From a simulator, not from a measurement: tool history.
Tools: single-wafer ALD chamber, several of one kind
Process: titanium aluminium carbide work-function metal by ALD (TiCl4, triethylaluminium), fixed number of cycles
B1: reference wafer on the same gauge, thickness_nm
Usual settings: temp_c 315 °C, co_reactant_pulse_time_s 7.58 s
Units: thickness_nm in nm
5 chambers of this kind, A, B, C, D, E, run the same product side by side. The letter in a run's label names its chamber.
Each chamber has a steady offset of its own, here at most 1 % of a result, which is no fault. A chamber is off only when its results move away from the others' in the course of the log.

Run 1D, day 0.108: usual settings; B1 2.0407. Result: thickness_nm 2.0317 nm.
Run 2C, day 0.283: usual settings; B1 2.0384. Result: thickness_nm 2.0729 nm.
Run 3E, day 0.425: usual settings; B1 2.0408. Result: thickness_nm 2.0419 nm.
Run 4B, day 0.629: usual settings; B1 2.0424. Result: thickness_nm 2.0313 nm.
Run 5A, day 0.729: usual settings; B1 2.0395. Result: thickness_nm 2.0418 nm.
Run 6C, day 0.917: usual settings; B1 2.0408. Result: thickness_nm 2.0669 nm.
Run 7E, day 1.029: usual settings; B1 2.04. Result: thickness_nm 2.0541 nm.
Run 8D, day 1.15: usual settings; B1 2.0397. Result: thickness_nm 2.0378 nm.
Run 9B, day 1.275: usual settings; B1 2.0369. Result: thickness_nm 2.0258 nm.
Run 10A, day 1.496: usual settings; B1 2.0396. Result: thickness_nm 2.0582 nm.
Run 11A, day 1.704: usual settings; B1 2.0397. Result: thickness_nm 2.0571 nm.
Run 12D, day 1.854: usual settings; B1 2.0399. Result: thickness_nm 2.042 nm.
Run 13E, day 1.992: usual settings; B1 2.0419. Result: thickness_nm 2.0423 nm.
Run 14B, day 2.188: usual settings but temp_c 324 °C, co_reactant_pulse_time_s 9.48 s; B1 2.0391. Result: thickness_nm 2.1764 nm.
Run 15C, day 2.308: usual settings but temp_c 324 °C, co_reactant_pulse_time_s 9.48 s; B1 2.0376. Result: thickness_nm 2.2121 nm.
Run 16D, day 2.412: usual settings but temp_c 324 °C, co_reactant_pulse_time_s 9.48 s; B1 2.0395. Result: thickness_nm 2.2027 nm.
Run 17A, day 2.592: usual settings but temp_c 324 °C, co_reactant_pulse_time_s 9.48 s; B1 2.0391. Result: thickness_nm 2.2255 nm.
At day 2.683: chamber A: thermocouple changed; heater temperature recalibrated.
Run 18C, day 2.712: usual settings but temp_c 324 °C, co_reactant_pulse_time_s 9.48 s; B1 2.041. Result: thickness_nm 2.2053 nm.
Run 19B, day 2.917: usual settings; B1 2.0396. Result: thickness_nm 2.0373 nm.
Run 20E, day 3.112: usual settings; B1 2.0407. Result: thickness_nm 2.0507 nm.
Run 21C, day 3.296: usual settings; B1 2.0416. Result: thickness_nm 2.0441 nm.
Run 22E, day 3.462: usual settings but temp_c 327 °C, co_reactant_pulse_time_s 5.42 s; B1 2.0391. Result: thickness_nm 1.9518 nm.
Run 23B, day 3.654: usual settings but temp_c 327 °C, co_reactant_pulse_time_s 5.42 s; B1 2.041. Result: thickness_nm 1.9519 nm.
Run 24A, day 3.825: usual settings but temp_c 327 °C, co_reactant_pulse_time_s 5.42 s; B1 2.0395. Result: thickness_nm 1.9616 nm.
Run 25D, day 3.933: usual settings but temp_c 327 °C, co_reactant_pulse_time_s 5.42 s; B1 2.0387. Result: thickness_nm 1.9471 nm.
Run 26E, day 4.142: usual settings but temp_c 327 °C, co_reactant_pulse_time_s 5.42 s; B1 2.0423. Result: thickness_nm 1.9462 nm.
Run 27D, day 4.25: usual settings; B1 2.0396. Result: thickness_nm 2.0383 nm.
Run 28C, day 4.421: usual settings; B1 2.0418. Result: thickness_nm 2.0617 nm.
Run 29B, day 4.646: usual settings; B1 2.0371. Result: thickness_nm 2.0513 nm.
Run 30A, day 4.767: usual settings but temp_c 307 °C, co_reactant_pulse_time_s 6.04 s; B1 2.0387. Result: thickness_nm 1.8951 nm.
Run 31C, day 4.946: usual settings but temp_c 307 °C, co_reactant_pulse_time_s 6.04 s; B1 2.0397. Result: thickness_nm 1.8734 nm.
Run 32D, day 5.075: usual settings but temp_c 307 °C, co_reactant_pulse_time_s 6.04 s; B1 2.0395. Result: thickness_nm 1.8587 nm.
Run 33B, day 5.229: usual settings but temp_c 307 °C, co_reactant_pulse_time_s 6.04 s; B1 2.04. Result: thickness_nm 1.8574 nm.
Run 34A, day 5.392: usual settings but temp_c 307 °C, co_reactant_pulse_time_s 6.04 s; B1 2.0396. Result: thickness_nm 1.8789 nm.
Run 35E, day 5.5: usual settings but co_reactant_pulse_time_s 8.54 s; B1 2.0414. Result: thickness_nm 2.096 nm.
Run 36D, day 5.721: usual settings but co_reactant_pulse_time_s 8.54 s; B1 2.0389. Result: thickness_nm 2.084 nm.
Run 37C, day 5.908: usual settings but co_reactant_pulse_time_s 8.54 s; B1 2.0422. Result: thickness_nm 2.1016 nm.
Run 38B, day 6.125: usual settings but co_reactant_pulse_time_s 8.54 s; B1 2.039. Result: thickness_nm 2.0854 nm.

Is one chamber off against the others, does the gauge drift, or is nothing wrong? If a chamber is off, say which, and what the likeliest cause is.

No chamber stands off beyond its own small offset, and the gauge holds steady.
